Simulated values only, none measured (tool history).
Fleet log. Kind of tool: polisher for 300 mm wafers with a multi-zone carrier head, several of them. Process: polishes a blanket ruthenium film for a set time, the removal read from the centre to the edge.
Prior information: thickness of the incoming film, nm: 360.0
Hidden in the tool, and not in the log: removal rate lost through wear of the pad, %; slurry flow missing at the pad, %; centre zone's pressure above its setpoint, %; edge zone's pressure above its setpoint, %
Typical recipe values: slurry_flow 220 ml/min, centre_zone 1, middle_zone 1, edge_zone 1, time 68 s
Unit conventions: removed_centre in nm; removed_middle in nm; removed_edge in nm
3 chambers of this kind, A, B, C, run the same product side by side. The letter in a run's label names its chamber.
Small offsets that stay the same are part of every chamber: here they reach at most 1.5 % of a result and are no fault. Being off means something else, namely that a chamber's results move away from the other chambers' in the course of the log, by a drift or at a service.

run	hour	slurry_flow	centre_zone	middle_zone	edge_zone	time	wafers polished on this pad	hours since the slurry nozzle was cleaned	hours since the centre zone pressure was calibrated	hours since the edge zone pressure was calibrated	removed_centre	removed_middle	removed_edge
1A	9.4	220	1	1	1	68	623	68.8	698.9	310.6	89.090	85.604	87.735
2B	20.7	220	1	1	1	68	272	27.4	146.0	712.9	87.865	86.927	86.480
3C	31.5	220	1	1	1	68	545	201.6	294.6	607.7	86.784	86.715	86.886
4C	40.4	220	1	1	1	68	611	210.5	303.5	616.6	87.280	88.812	87.772
# hour 43.6: chamber C: worn pad replaced by a new one
5A	47.2	220	1	1	1	68	906	106.6	736.7	348.4	88.287	87.520	86.968
6B	58.1	220	1	1	1	68	552	64.8	183.4	750.3	88.313	84.585	86.489
7C	67.1	220	1	1	1	68	176	237.2	330.2	643.3	88.046	87.433	86.725
8A	76.1	220	1	1	1	68	1123	135.5	765.6	377.3	88.329	87.493	87.626
# hour 76.5: chamber B: worn pad replaced by a new one
9B	88.2	220	1	1	1	68	88	94.9	213.5	780.4	88.662	84.955	86.362
10A	96.6	220	1	1	1	68	1277	156.0	786.1	397.8	88.103	87.046	85.734
# hour 103.0: chamber B: edge zone pressure recalibrated
11C	108.7	295	1	1	1	68	488	278.8	371.8	684.9	90.546	91.995	89.414
12B	121.5	295	1	1	1	68	338	128.2	246.8	18.6	92.192	88.821	89.596
# hour 129.0: chamber C: worn pad replaced by a new one
13A	132.8	295	1	1	1	68	1548	192.2	822.3	434.0	87.325	87.653	86.511
14C	143.4	220	1	1	1	68	108	313.5	406.5	719.6	89.766	86.155	87.057
15B	153.9	220	1	1	1	68	581	160.6	279.2	51.0	89.465	87.612	85.472
16B	160.6	220	1	1	1	68	631	167.3	285.9	57.7	88.332	85.179	86.271
# hour 169.1: chamber B: worn pad replaced by a new one
17C	171.4	220	1	1	1	68	318	341.5	434.5	747.6	85.904	87.899	87.279
18A	184.1	220	1	1	1	68	1933	243.5	873.6	485.3	81.341	83.232	82.121
19B	196.8	220	1	1	1	68	208	203.5	322.1	93.9	88.393	88.217	86.353
# hour 199.9: chamber C: worn pad replaced by a new one
20A	209.4	220	1	1	1	68	2123	268.8	898.9	510.6	79.246	79.616	80.123
21C	222.4	220	1	1	1	68	168	392.5	485.5	798.6	87.793	85.935	86.051
22A	232.1	220	1	1	1	68	2294	291.5	921.6	533.3	77.759	79.585	80.089

Which is it: a chamber that has drifted or been left off by a service, a gauge drift common to all chambers, or only each chamber's usual small offset? If a chamber is off, name it and its likeliest cause.

One chamber, A, drifts off from the rest bit by bit.
What lies behind it: removal rate lost through wear of the pad, % = 10.4.

Which of the 4 candidates below, each the usual settings with something changed and its results left as question marks, puts chamber A back in line with what the other chambers give on the usual settings?
A result is in line if it is within this distance of the other chambers' mean on the usual settings: removed_centre 3.100 nm; removed_middle 3.300 nm; removed_edge 2.200 nm
23A-1	242.8	215	0.99	1	1	62					?	?	?
23A-2	242.8	225	1.01	1	1	75					?	?	?
23A-3	242.8	215	0.98	1	1	55					?	?	?
23A-4	242.8	225	1.03	1	1	84					?	?	?

Other chambers, usual settings, mean: removed_centre 87.927 nm; removed_middle 86.727 nm; removed_edge 86.414 nm
run	removed_centre	removed_middle	removed_edge
23A-1	70.837	71.505	71.054
23A-2	88.172	87.001	86.335
23A-3	62.142	63.435	63.031
23A-4	100.900	97.430	96.695
23A-2 is the one that brings the chamber's results back in line with the other chambers.
